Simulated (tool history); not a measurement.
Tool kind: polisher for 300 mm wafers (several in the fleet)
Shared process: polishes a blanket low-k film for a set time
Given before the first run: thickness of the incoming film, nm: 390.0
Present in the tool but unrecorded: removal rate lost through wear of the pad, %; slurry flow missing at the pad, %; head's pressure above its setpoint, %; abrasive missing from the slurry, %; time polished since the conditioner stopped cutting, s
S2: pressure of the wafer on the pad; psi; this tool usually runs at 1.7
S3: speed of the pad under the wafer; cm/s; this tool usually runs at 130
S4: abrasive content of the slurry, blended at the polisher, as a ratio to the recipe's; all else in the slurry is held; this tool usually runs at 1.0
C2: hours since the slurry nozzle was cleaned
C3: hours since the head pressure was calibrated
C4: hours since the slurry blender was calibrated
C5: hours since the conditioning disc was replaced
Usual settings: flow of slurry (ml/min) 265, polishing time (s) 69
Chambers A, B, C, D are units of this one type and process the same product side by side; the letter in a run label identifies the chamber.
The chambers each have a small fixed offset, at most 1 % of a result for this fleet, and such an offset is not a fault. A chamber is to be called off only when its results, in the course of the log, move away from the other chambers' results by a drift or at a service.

At hour 4.9: chamber C: slurry blender recalibrated.
Run 1C, hour 6.7: usual settings; wafers polished on this pad 617; C2 13.3; C3 1145.9; C4 1.9; C5 81.1. Result: film removed (angstrom) 337.59.
Run 2D, hour 12.3: usual settings; wafers polished on this pad 934; C2 700.6; C3 335.9; C4 132.5; C5 515.7. Result: film removed (angstrom) 333.11.
At hour 16.0: chamber C: worn pad replaced by a new one.
Run 3A, hour 20.2: usual settings; wafers polished on this pad 624; C2 293.4; C3 443.3; C4 57.6; C5 68.2. Result: film removed (angstrom) 336.97.
At hour 25.4: chamber B: slurry nozzle cleaned.
At hour 25.4: chamber A: worn pad replaced by a new one.
Run 4B, hour 28.0: usual settings; wafers polished on this pad 442; C2 2.6; C3 318.0; C4 131.3; C5 392.9. Result: film removed (angstrom) 340.75.
At hour 33.7: chamber D: worn pad replaced by a new one.
Run 5C, hour 36.6: usual settings; wafers polished on this pad 301; C2 43.2; C3 1175.8; C4 31.8; C5 111.0. Result: film removed (angstrom) 334.77.
Run 6D, hour 43.7: usual settings; wafers polished on this pad 147; C2 732.0; C3 367.3; C4 163.9; C5 547.1. Result: film removed (angstrom) 342.45.
At hour 49.1: chamber B: slurry blender recalibrated.
At hour 49.6: chamber B: worn pad replaced by a new one.
At hour 50.3: chamber D: conditioning disc replaced and pad reconditioned.
Run 7B, hour 50.5: usual settings but flow of slurry (ml/min) 300, S2 2.1 psi; wafers polished on this pad 13; C2 25.1; C3 340.5; C4 1.4; C5 415.4. Result: film removed (angstrom) 421.84.
At hour 53.9: chamber A: conditioning disc replaced and pad reconditioned.
Run 8A, hour 56.0: usual settings but flow of slurry (ml/min) 300, S2 2.1 psi; wafers polished on this pad 448; C2 329.2; C3 479.1; C4 93.4; C5 2.2. Result: film removed (angstrom) 418.98.
Run 9B, hour 59.8: usual settings but flow of slurry (ml/min) 300, S2 2.1 psi; wafers polished on this pad 149; C2 34.4; C3 349.8; C4 10.7; C5 424.7. Result: film removed (angstrom) 422.84.
Run 10D, hour 63.7: usual settings but flow of slurry (ml/min) 300, S2 2.1 psi; wafers polished on this pad 439; C2 752.0; C3 387.3; C4 183.9; C5 13.4. Result: film removed (angstrom) 426.67.
Run 11A, hour 68.4: usual settings; wafers polished on this pad 629; C2 341.6; C3 491.5; C4 105.8; C5 14.6. Result: film removed (angstrom) 332.62.
At hour 75.2: chamber C: worn pad replaced by a new one.
Run 12C, hour 76.9: usual settings; wafers polished on this pad 24; C2 83.5; C3 1216.1; C4 72.1; C5 151.3. Result: film removed (angstrom) 332.48.
At hour 78.8: chamber A: worn pad replaced by a new one.
At hour 81.6: chamber D: head pressure recalibrated.
Run 13A, hour 84.4: usual settings; wafers polished on this pad 82; C2 357.6; C3 507.5; C4 121.8; C5 30.6. Result: film removed (angstrom) 335.42.
Run 14D, hour 92.6: usual settings; wafers polished on this pad 860; C2 780.9; C3 11.1; C4 212.8; C5 42.3. Result: film removed (angstrom) 378.83.
At hour 97.4: chamber D: worn pad replaced by a new one.
Run 15C, hour 99.5: usual settings; wafers polished on this pad 354; C2 106.1; C3 1238.7; C4 94.7; C5 173.9. Result: film removed (angstrom) 337.92.
At hour 102.4: chamber B: worn pad replaced by a new one.
Run 16B, hour 103.8: usual settings; wafers polished on this pad 21; C2 78.4; C3 393.8; C4 54.7; C5 468.7. Result: film removed (angstrom) 338.11.
Run 17C, hour 109.7: usual settings; wafers polished on this pad 503; C2 116.3; C3 1248.9; C4 104.9; C5 184.1. Result: film removed (angstrom) 333.28.
At hour 110.1: chamber A: slurry blender recalibrated.
At hour 112.8: chamber B: conditioning disc replaced and pad reconditioned.
Run 18D, hour 114.2: usual settings; wafers polished on this pad 245; C2 802.5; C3 32.7; C4 234.4; C5 63.9. Result: film removed (angstrom) 379.83.
Run 19A, hour 119.7: usual settings; wafers polished on this pad 597; C2 392.9; C3 542.8; C4 9.7; C5 65.9. Result: film removed (angstrom) 338.28.
At hour 122.3: chamber A: worn pad replaced by a new one.
Run 20B, hour 123.7: usual settings; wafers polished on this pad 311; C2 98.3; C3 413.7; C4 74.6; C5 11.0. Result: film removed (angstrom) 343.26.
At hour 128.1: chamber C: worn pad replaced by a new one.
Run 21D, hour 131.1: usual settings but flow of slurry (ml/min) 325, polishing time (s) 87; wafers polished on this pad 491; C2 819.4; C3 49.6; C4 251.3; C5 80.8. Result: film removed (angstrom) 488.61.
Run 22A, hour 135.7: usual settings but flow of slurry (ml/min) 325, polishing time (s) 87; wafers polished on this pad 196; C2 408.9; C3 558.8; C4 25.7; C5 81.9. Result: film removed (angstrom) 435.55.
Run 23C, hour 140.4: usual settings but flow of slurry (ml/min) 325, polishing time (s) 87; wafers polished on this pad 180; C2 147.0; C3 1279.6; C4 135.6; C5 214.8. Result: film removed (angstrom) 429.16.
Run 24B, hour 144.3: usual settings but flow of slurry (ml/min) 325, polishing time (s) 87; wafers polished on this pad 612; C2 118.9; C3 434.3; C4 95.2; C5 31.6. Result: film removed (angstrom) 434.34.
Run 25C, hour 151.3: usual settings; wafers polished on this pad 339; C2 157.9; C3 1290.5; C4 146.5; C5 225.7. Result: film removed (angstrom) 340.12.
At hour 152.1: chamber D: slurry nozzle cleaned.
At hour 153.8: chamber B: worn pad replaced by a new one.
Run 26B, hour 159.8: usual settings but flow of slurry (ml/min) 235, S4 0.8; wafers polished on this pad 87; C2 134.4; C3 449.8; C4 110.7; C5 47.1. Result: film removed (angstrom) 299.33.
At hour 165.2: chamber A: worn pad replaced by a new one.
At hour 166.0: chamber D: worn pad replaced by a new one.
At hour 167.1: chamber A: conditioning disc replaced and pad reconditioned.
Run 27A, hour 167.4: usual settings but flow of slurry (ml/min) 235, S4 0.8; wafers polished on this pad 33; C2 440.6; C3 590.5; C4 57.4; C5 0.4. Result: film removed (angstrom) 299.61.
Run 28D, hour 172.6: usual settings but flow of slurry (ml/min) 235, S4 0.8; wafers polished on this pad 96; C2 20.5; C3 91.1; C4 292.8; C5 122.3. Result: film removed (angstrom) 336.56.
Run 29A, hour 176.8: usual settings but flow of slurry (ml/min) 235, S4 0.8; wafers polished on this pad 170; C2 450.0; C3 599.9; C4 66.8; C5 9.8. Result: film removed (angstrom) 299.94.
At hour 178.7: chamber B: slurry blender recalibrated.
At hour 183.3: chamber C: worn pad replaced by a new one.
Run 30D, hour 184.9: usual settings; wafers polished on this pad 276; C2 32.8; C3 103.4; C4 305.1; C5 134.6. Result: film removed (angstrom) 379.70.
Run 31C, hour 192.5: usual settings but flow of slurry (ml/min) 315, S3 160 cm/s; wafers polished on this pad 134; C2 199.1; C3 1331.7; C4 187.7; C5 266.9. Result: film removed (angstrom) 411.67.
Run 32B, hour 201.3: usual settings but flow of slurry (ml/min) 315, S3 160 cm/s; wafers polished on this pad 693; C2 175.9; C3 491.3; C4 22.6; C5 88.6. Result: film removed (angstrom) 398.16.
At hour 207.1: chamber B: worn pad replaced by a new one.
Run 33B, hour 207.5: usual settings but flow of slurry (ml/min) 315, S3 160 cm/s; wafers polished on this pad 6; C2 182.1; C3 497.5; C4 28.8; C5 94.8. Result: film removed (angstrom) 397.28.
Run 34C, hour 211.9: usual settings but flow of slurry (ml/min) 315, S3 160 cm/s; wafers polished on this pad 417; C2 218.5; C3 1351.1; C4 207.1; C5 286.3. Result: film removed (angstrom) 403.84.
At hour 214.7: chamber A: worn pad replaced by a new one.
Run 35A, hour 219.7: usual settings; wafers polished on this pad 74; C2 492.9; C3 642.8; C4 109.7; C5 52.7. Result: film removed (angstrom) 336.82.
At hour 220.3: chamber D: slurry blender recalibrated.
Run 36D, hour 225.2: usual settings; wafers polished on this pad 864; C2 73.1; C3 143.7; C4 4.9; C5 174.9. Result: film removed (angstrom) 370.25.
At hour 231.9: chamber D: worn pad replaced by a new one.
Run 37D, hour 233.2: usual settings; wafers polished on this pad 19; C2 81.1; C3 151.7; C4 12.9; C5 182.9. Result: film removed (angstrom) 376.12.
Run 38B, hour 238.0: usual settings; wafers polished on this pad 451; C2 212.6; C3 528.0; C4 59.3; C5 125.3. Result: film removed (angstrom) 340.05.
Run 39A, hour 244.6: usual settings; wafers polished on this pad 437; C2 517.8; C3 667.7; C4 134.6; C5 77.6. Result: film removed (angstrom) 337.01.
At hour 245.9: chamber C: worn pad replaced by a new one.
Run 40C, hour 249.4: usual settings; wafers polished on this pad 51; C2 256.0; C3 1388.6; C4 244.6; C5 323.8. Result: film removed (angstrom) 334.03.

Decide between three cases: one chamber stands off from its peers, the gauge reading all wafers drifts, or nothing is wrong past each chamber's small offset. Where a chamber is off, say which and what most likely put it there.

After it was serviced, chamber D no longer matches the other chambers.
Most likely cause: head's pressure above its setpoint, % = 11.6.

Below are 4 candidate recipes for chamber D's next run, each the usual settings with a change, their results shown as question marks. Which of them brings D's results back in line with what the other chambers give on the usual settings?
In line means no further than this from the other chambers' mean on the usual settings: film removed (angstrom) 12.00
Run 41D-1, hour 255.8: usual settings but flow of slurry (ml/min) 270, S2 1.9 psi, polishing time (s) 76. Result: film removed (angstrom) ?.
Run 41D-2, hour 255.8: usual settings but flow of slurry (ml/min) 260, S2 1.4 psi, S4 0.95. Result: film removed (angstrom) ?.
Run 41D-3, hour 255.8: usual settings but polishing time (s) 61. Result: film removed (angstrom) ?.
Run 41D-4, hour 255.8: usual settings but S2 1.8 psi, polishing time (s) 73. Result: film removed (angstrom) ?.

What the other chambers average on the usual settings: film removed (angstrom) 337.15
  run  film removed (angstrom)
41D-1                   466.92
41D-2                   302.35
41D-3                   334.16
41D-4                   423.78
The answer is 41D-3, which returns the chamber to within the allowed miss of the others.

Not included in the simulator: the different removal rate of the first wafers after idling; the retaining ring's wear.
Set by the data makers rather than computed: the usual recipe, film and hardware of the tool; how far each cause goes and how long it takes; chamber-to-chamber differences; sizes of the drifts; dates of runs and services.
